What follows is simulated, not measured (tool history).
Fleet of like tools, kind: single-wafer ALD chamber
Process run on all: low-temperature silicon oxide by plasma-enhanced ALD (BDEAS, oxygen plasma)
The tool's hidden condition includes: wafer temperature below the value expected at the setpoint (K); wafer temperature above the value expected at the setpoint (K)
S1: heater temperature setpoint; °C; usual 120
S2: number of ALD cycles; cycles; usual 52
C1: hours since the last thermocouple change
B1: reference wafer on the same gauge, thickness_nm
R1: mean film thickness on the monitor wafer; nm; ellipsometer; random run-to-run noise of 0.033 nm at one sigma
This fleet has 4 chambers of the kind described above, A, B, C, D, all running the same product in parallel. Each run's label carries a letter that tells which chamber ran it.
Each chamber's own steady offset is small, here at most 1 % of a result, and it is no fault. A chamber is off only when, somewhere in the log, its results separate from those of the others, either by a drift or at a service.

{"run": "1A", "hour": 9.1, "S1": 120, "S2": 52, "C1": 847.1, "B1": 8.3881, "R1": 7.1179}
{"run": "2D", "hour": 15.6, "S1": 120, "S2": 52, "C1": 569.1, "B1": 8.382, "R1": 7.1257}
{"run": "3B", "hour": 20.4, "S1": 120, "S2": 52, "C1": 1282.5, "B1": 8.38, "R1": 7.0895}
{"run": "4C", "hour": 26.6, "S1": 120, "S2": 52, "C1": 1194.1, "B1": 8.3688, "R1": 7.1352}
{"run": "5A", "hour": 35.8, "S1": 107, "S2": 46, "C1": 873.8, "B1": 8.3821, "R1": 6.4837}
{"run": "6B", "hour": 44.3, "S1": 107, "S2": 46, "C1": 1306.4, "B1": 8.3772, "R1": 6.4428}
{"run": "7C", "hour": 49.8, "S1": 107, "S2": 46, "C1": 1217.3, "B1": 8.3886, "R1": 6.4477}
{"run": "8D", "hour": 57.1, "S1": 107, "S2": 46, "C1": 610.6, "B1": 8.3906, "R1": 6.4839}
{"run": "9C", "hour": 66.1, "S1": 105, "S2": 60, "C1": 1233.6, "B1": 8.3763, "R1": 8.4453}
{"run": "10A", "hour": 73.8, "S1": 105, "S2": 60, "C1": 911.8, "B1": 8.3883, "R1": 8.5192}
{"run": "11D", "hour": 82.6, "S1": 105, "S2": 60, "C1": 636.1, "B1": 8.3746, "R1": 8.448}
{"run": "12B", "hour": 89.1, "S1": 105, "S2": 60, "C1": 1351.2, "B1": 8.3782, "R1": 8.4418}
{"run": "13A", "hour": 94.8, "S1": 120, "S2": 52, "C1": 932.8, "B1": 8.3826, "R1": 7.157}
{"run": "14B", "hour": 100.9, "S1": 120, "S2": 52, "C1": 1363.0, "B1": 8.3802, "R1": 7.1156}
{"run": "15D", "hour": 108.5, "S1": 120, "S2": 52, "C1": 662.0, "B1": 8.3768, "R1": 7.1294}
{"run": "16C", "hour": 116.3, "S1": 120, "S2": 52, "C1": 1283.8, "B1": 8.378, "R1": 7.0943}
{"run": "17B", "hour": 122.4, "S1": 120, "S2": 52, "C1": 1384.5, "B1": 8.3773, "R1": 7.1542}
{"run": "18C", "hour": 127.8, "S1": 130, "S2": 52, "C1": 1295.3, "B1": 8.3733, "R1": 6.9884}
{"run": "19D", "hour": 135.5, "S1": 130, "S2": 52, "C1": 689.0, "B1": 8.3734, "R1": 6.9913}
{"run": "20A", "hour": 142.3, "S1": 130, "S2": 52, "C1": 980.3, "B1": 8.378, "R1": 7.0369}
{"run": "21A", "hour": 150.2, "S1": 130, "S2": 52, "C1": 988.2, "B1": 8.3796, "R1": 7.0056}
{"run": "22B", "hour": 158.5, "S1": 120, "S2": 52, "C1": 1420.6, "B1": 8.3773, "R1": 7.0902}
{"run": "23D", "hour": 163.8, "S1": 120, "S2": 52, "C1": 717.3, "B1": 8.3697, "R1": 7.1692}
{"run": "24C", "hour": 171.9, "S1": 120, "S2": 52, "C1": 1339.4, "B1": 8.3793, "R1": 7.0941}
{"run": "25B", "hour": 176.9, "S1": 120, "S2": 52, "C1": 1439.0, "B1": 8.3753, "R1": 7.0849}
{"run": "26D", "hour": 187.0, "S1": 120, "S2": 52, "C1": 740.5, "B1": 8.3739, "R1": 7.1677}
{"run": "27A", "hour": 197.2, "S1": 120, "S2": 52, "C1": 1035.2, "B1": 8.3806, "R1": 7.2066}
{"run": "28C", "hour": 207.1, "S1": 120, "S2": 52, "C1": 1374.6, "B1": 8.375, "R1": 7.1474}
{"run": "29C", "hour": 215.4, "S1": 120, "S2": 52, "C1": 1382.9, "B1": 8.381, "R1": 7.0746}
{"run": "30D", "hour": 225.0, "S1": 120, "S2": 52, "C1": 778.5, "B1": 8.3838, "R1": 7.1157}
{"run": "31B", "hour": 234.1, "S1": 120, "S2": 52, "C1": 1496.2, "B1": 8.3828, "R1": 7.1265}
{"run": "32A", "hour": 241.2, "S1": 120, "S2": 45, "C1": 1079.2, "B1": 8.3845, "R1": 6.1529}
{"run": "33A", "hour": 246.9, "S1": 120, "S2": 45, "C1": 1084.9, "B1": 8.3827, "R1": 6.1918}

What goes on in this fleet: one chamber off, a drifting gauge, or nothing beyond the chambers' own small offsets? Name the chamber and the cause, if any.

The fleet is healthy, with each chamber sitting at its usual small offset and no drift in the gauge.
